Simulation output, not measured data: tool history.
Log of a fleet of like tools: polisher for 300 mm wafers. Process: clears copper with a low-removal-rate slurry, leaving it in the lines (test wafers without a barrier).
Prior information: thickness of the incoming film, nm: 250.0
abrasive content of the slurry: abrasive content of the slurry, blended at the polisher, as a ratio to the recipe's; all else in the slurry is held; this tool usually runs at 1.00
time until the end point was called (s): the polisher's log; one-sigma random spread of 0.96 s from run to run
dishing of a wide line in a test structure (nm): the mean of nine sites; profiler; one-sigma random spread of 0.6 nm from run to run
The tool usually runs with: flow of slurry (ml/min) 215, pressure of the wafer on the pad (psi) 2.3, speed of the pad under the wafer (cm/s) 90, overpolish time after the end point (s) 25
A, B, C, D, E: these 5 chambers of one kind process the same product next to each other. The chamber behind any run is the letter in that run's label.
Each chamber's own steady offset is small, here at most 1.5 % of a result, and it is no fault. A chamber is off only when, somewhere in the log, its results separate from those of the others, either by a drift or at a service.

run	hour	flow of slurry (ml/min)	pressure of the wafer on the pad (psi)	speed of the pad under the wafer (cm/s)	abrasive content of the slurry	overpolish time after the end point (s)	time until the end point was called (s)	dishing of a wide line in a test structure (nm)
1E	14.4	215	2.3	90	1.00	25	99.984	39.247
# hour 15.5: chamber C: worn pad replaced by a new one
2B	21.5	215	2.3	90	1.00	25	101.620	39.698
# hour 23.4: chamber A: slurry nozzle cleaned
# hour 27.3: chamber A: slurry blender recalibrated
3A	28.5	215	2.3	90	1.00	25	99.048	40.042
# hour 37.0: chamber C: slurry blender recalibrated
4D	40.3	215	2.3	90	1.00	25	100.210	39.460
# hour 51.7: chamber D: slurry blender recalibrated
# hour 52.4: chamber B: slurry blender recalibrated
5C	54.6	215	2.3	90	0.75	11	106.030	18.520
# hour 55.0: chamber A: worn pad replaced by a new one
6D	65.7	215	2.3	90	0.75	11	107.060	18.457
# hour 70.8: chamber C: slurry nozzle cleaned
# hour 73.5: chamber E: worn pad replaced by a new one
# hour 75.2: chamber A: head pressure recalibrated
7C	79.0	215	2.3	90	0.75	11	106.180	18.632
8B	88.4	215	2.3	90	0.75	11	107.080	19.091
# hour 94.8: chamber B: worn pad replaced by a new one
9A	95.3	215	2.3	90	0.75	11	105.200	18.720
10E	107.4	215	2.3	90	1.00	25	98.863	38.722
11A	119.6	215	2.3	90	1.00	15	98.772	26.828
12E	130.7	215	2.3	90	1.00	15	100.540	25.881
# hour 138.8: chamber A: worn pad replaced by a new one
13C	141.3	215	2.3	90	1.00	15	101.220	26.218
# hour 144.5: chamber B: slurry nozzle cleaned
# hour 150.6: chamber C: worn pad replaced by a new one
14B	154.5	215	2.3	90	1.00	15	100.110	26.154
15D	163.1	215	2.3	90	1.00	15	99.171	25.998
16C	173.3	215	2.3	90	1.00	25	98.964	38.697
# hour 179.2: chamber E: worn pad replaced by a new one
# hour 184.6: chamber B: worn pad replaced by a new one
17A	186.9	215	2.3	90	1.00	25	98.834	38.464
18D	199.8	215	2.3	90	1.00	25	102.760	38.635
19B	208.6	215	2.3	90	1.00	25	101.440	40.016
# hour 210.6: chamber B: head pressure recalibrated
20E	222.9	215	2.3	90	1.00	25	100.080	39.823
21A	230.3	215	2.3	90	1.00	25	99.645	40.040
# hour 233.1: chamber A: worn pad replaced by a new one
22B	240.6	215	2.3	90	1.00	25	100.890	40.028
# hour 244.3: chamber C: slurry blender recalibrated
23E	249.6	215	2.3	90	1.00	25	100.820	39.398
24D	256.8	215	2.3	90	1.00	25	102.700	38.050
# hour 259.2: chamber A: slurry blender recalibrated
25C	264.0	215	2.3	90	1.00	25	99.696	39.550
# hour 264.3: chamber E: worn pad replaced by a new one
# hour 266.0: chamber B: slurry blender recalibrated
26A	273.5	215	2.3	90	1.00	25	99.450	39.808
# hour 275.6: chamber C: worn pad replaced by a new one
27C	279.8	215	2.3	90	1.00	25	99.828	38.938
# hour 289.3: chamber B: worn pad replaced by a new one
28B	293.7	215	2.3	120	1.00	25	74.530	49.190
29D	300.6	215	2.3	120	1.00	25	80.869	47.939
30E	311.8	215	2.3	120	1.00	25	74.414	46.966
31D	321.4	215	2.3	120	1.00	25	78.752	44.493
# hour 325.9: chamber A: worn pad replaced by a new one
# hour 331.4: chamber E: slurry blender recalibrated
32A	335.8	215	2.3	120	1.00	25	74.306	49.801
33B	346.8	215	2.3	90	1.00	25	99.112	38.538
# hour 356.1: chamber E: worn pad replaced by a new one
34E	359.1	215	2.3	90	1.00	25	99.865	39.010

For the next run the whole fleet of 5 chambers uses the same settings. Give each chamber's results:
35A	369.6	215	2.3	90	1.00	25	?	?
35B	369.6	215	2.3	90	1.00	25	?	?
35C	369.6	215	2.3	90	1.00	25	?	?
35D	369.6	215	2.3	90	1.00	25	?	?
35E	369.6	215	2.3	90	1.00	25	?	?

run	time until the end point was called (s)	dishing of a wide line in a test structure (nm)
35A	98.442	39.709
35B	99.459	38.736
35C	98.076	38.440
35D	108.760	36.724
35E	100.440	39.203
